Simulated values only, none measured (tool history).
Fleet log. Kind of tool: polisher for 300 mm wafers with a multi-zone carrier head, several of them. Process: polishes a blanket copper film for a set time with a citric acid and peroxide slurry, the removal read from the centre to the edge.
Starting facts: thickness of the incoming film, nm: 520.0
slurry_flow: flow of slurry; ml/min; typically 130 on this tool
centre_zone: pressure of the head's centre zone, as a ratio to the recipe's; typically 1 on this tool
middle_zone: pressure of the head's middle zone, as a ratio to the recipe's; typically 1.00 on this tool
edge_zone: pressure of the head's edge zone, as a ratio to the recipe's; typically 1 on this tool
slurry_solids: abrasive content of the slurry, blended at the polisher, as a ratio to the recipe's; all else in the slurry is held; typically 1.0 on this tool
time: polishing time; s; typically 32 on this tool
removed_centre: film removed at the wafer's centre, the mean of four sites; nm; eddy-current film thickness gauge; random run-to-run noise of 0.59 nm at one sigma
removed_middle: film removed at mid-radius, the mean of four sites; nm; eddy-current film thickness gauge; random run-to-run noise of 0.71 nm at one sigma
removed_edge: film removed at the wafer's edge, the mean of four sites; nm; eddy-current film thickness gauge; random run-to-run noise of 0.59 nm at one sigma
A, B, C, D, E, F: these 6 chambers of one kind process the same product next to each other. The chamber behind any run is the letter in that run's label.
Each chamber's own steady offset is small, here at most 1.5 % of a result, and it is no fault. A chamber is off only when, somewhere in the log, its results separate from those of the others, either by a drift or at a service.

run    day  slurry_flow  centre_zone  middle_zone  edge_zone  slurry_solids  time  removed_centre  removed_middle  removed_edge
     0.179  -- chamber B: worn pad replaced by a new one
 1D  0.246          130            1         1.00          1            1.0    32          55.467          54.145        55.360
     0.417  -- chamber F: worn pad replaced by a new one
 2C  0.500          130            1         1.00          1            1.0    32          54.800          54.748        54.637
 3F  0.717          130            1         1.00          1            1.0    32          54.316          54.848        55.258
 4B  1.004          130            1         1.00          1            1.0    32          54.931          53.224        53.539
     1.017  -- chamber A: worn pad replaced by a new one
     1.033  -- chamber D: worn pad replaced by a new one
     1.083  -- chamber A: slurry nozzle cleaned
 5E  1.162          130            1         1.00          1            1.0    32          54.418          56.121        55.802
 6A  1.396          130            1         1.00          1            1.0    32          55.708          54.666        54.580
     1.533  -- chamber E: worn pad replaced by a new one
 7A  1.650          130            1         1.00          1            1.0    32          56.024          53.477        54.304
 8E  1.867          130            1         1.00          1            1.0    32          54.141          56.353        56.052
     2.154  -- chamber F: worn pad replaced by a new one
 9B  2.188          130            1         1.00          1            1.0    32          53.792          54.406        52.797
     2.262  -- chamber D: centre zone pressure recalibrated
10D  2.412          130            1         1.00          1            1.0    32          54.704          54.806        55.444
11C  2.704          130            1         1.00          1            1.0    32          55.586          53.818        53.865
     2.800  -- chamber C: worn pad replaced by a new one
     2.862  -- chamber F: slurry nozzle cleaned
12F  2.879          130            1         1.00          1            1.0    32          54.797          54.881        53.959
13D  3.075          130            1         1.00          1            1.0    32          54.717          55.001        53.571
     3.104  -- chamber D: worn pad replaced by a new one
     3.158  -- chamber B: worn pad replaced by a new one
14A  3.279          130            1         1.00          1            1.0    32          55.110          54.917        54.640
     3.296  -- chamber E: worn pad replaced by a new one
     3.446  -- chamber D: slurry nozzle cleaned
15F  3.471          130            1         1.00          1            1.0    32          55.353          54.395        54.519
16B  3.692          130            1         1.00          1            1.0    32          53.832          54.267        54.290
     3.804  -- chamber F: worn pad replaced by a new one
17C  3.958          130            1         1.00          1            1.0    32          55.182          54.522        55.227
18E  4.212          130            1         1.00          1            1.0    32          54.402          53.940        54.878
     4.283  -- chamber A: worn pad replaced by a new one
19B  4.471          130            1         1.00          1            1.0    32          55.528          55.238        54.444
     4.717  -- chamber F: edge zone pressure recalibrated
20A  4.771          130            1         1.00          1            1.0    32          55.743          53.721        54.254
21D  4.967          130            1         1.00          1            1.0    32          53.965          54.726        54.343
     5.054  -- chamber E: worn pad replaced by a new one
     5.062  -- chamber D: worn pad replaced by a new one
22F  5.208          130            1         1.00          1            1.0    32          54.677          55.271        53.475
23E  5.446          130            1         1.00          1            1.0    32          53.459          54.129        53.696
     5.750  -- chamber C: worn pad replaced by a new one
24C  5.775          130            1         0.93          1            1.0    32          54.735          51.256        54.183
     5.967  -- chamber F: worn pad replaced by a new one
25A  6.075          130            1         0.93          1            1.0    32          55.338          51.610        55.158
     6.329  -- chamber B: worn pad replaced by a new one
26F  6.379          130            1         0.93          1            1.0    32          55.225          51.195        54.724
27C  6.575          130            1         0.93          1            1.0    32          55.594          51.855        54.536
     6.792  -- chamber E: worn pad replaced by a new one
28B  6.862          130            1         0.93          1            1.0    32          55.145          51.141        53.447
     7.083  -- chamber D: worn pad replaced by a new one
     7.133  -- chamber A: centre zone pressure recalibrated
29D  7.133          130            1         0.93          1            1.0    32          56.180          50.792        56.964
30E  7.467          130            1         1.00          1            1.0    32          49.910          52.265        53.394
31C  7.725          130            1         1.00          1            1.0    32          55.862          54.110        54.257
     8.012  -- chamber F: worn pad replaced by a new one
32F  8.017          130            1         1.00          1            1.0    32          53.340          55.486        55.053
33E  8.258          130            1         1.08          1            1.2    32          51.269          57.137        54.214
     8.329  -- chamber A: worn pad replaced by a new one
34D  8.479          130            1         1.08          1            1.2    32          55.570          60.746        57.031
     8.596  -- chamber E: worn pad replaced by a new one
35A  8.708          130            1         1.08          1            1.2    32          58.318          61.288        56.045
     8.867  -- chamber D: worn pad replaced by a new one
36B  8.888          130            1         1.08          1            1.2    32          56.683          59.910        56.321
     9.200  -- chamber E: edge zone pressure recalibrated
37E  9.217          130            1         1.08          1            1.2    32          50.009          55.354        54.254
38D  9.521          130            1         1.08          1            1.2    32          56.843          59.409        58.747

Is one chamber off against the others, does the gauge drift, or is nothing wrong? If a chamber is off, say which, and what the likeliest cause is.

Chamber E drifts away from the others.
Most likely cause: slurry flow missing at the pad, % = 37.6.

Which of the 4 candidates below, each the usual settings with something changed and its results left as question marks, puts chamber E back in line with what the other chambers give on the usual settings?
A result is in line if it is within this distance of the other chambers' mean on the usual settings: removed_centre 2.100 nm; removed_middle 2.500 nm; removed_edge 2.100 nm
39E-1  9.771          105         0.90         0.97       1.05           1.00    28               ?               ?             ?
39E-2  9.771          160         1.11         1.04       0.94           1.05    37               ?               ?             ?
39E-3  9.771          120         0.95         0.99       1.03           1.00    30               ?               ?             ?
39E-4  9.771          145         1.05         1.02       0.97           1.00    34               ?               ?             ?

The other chambers' mean on the usual settings: removed_centre 55.004 nm; removed_middle 54.688 nm; removed_edge 54.564 nm
  run  removed_centre  removed_middle  removed_edge
39E-1          32.894          38.209        43.066
39E-2          65.859          62.832        59.595
39E-3          39.865          43.943        47.183
39E-4          54.454          54.539        54.018
39E-4 brings the chamber back in line.
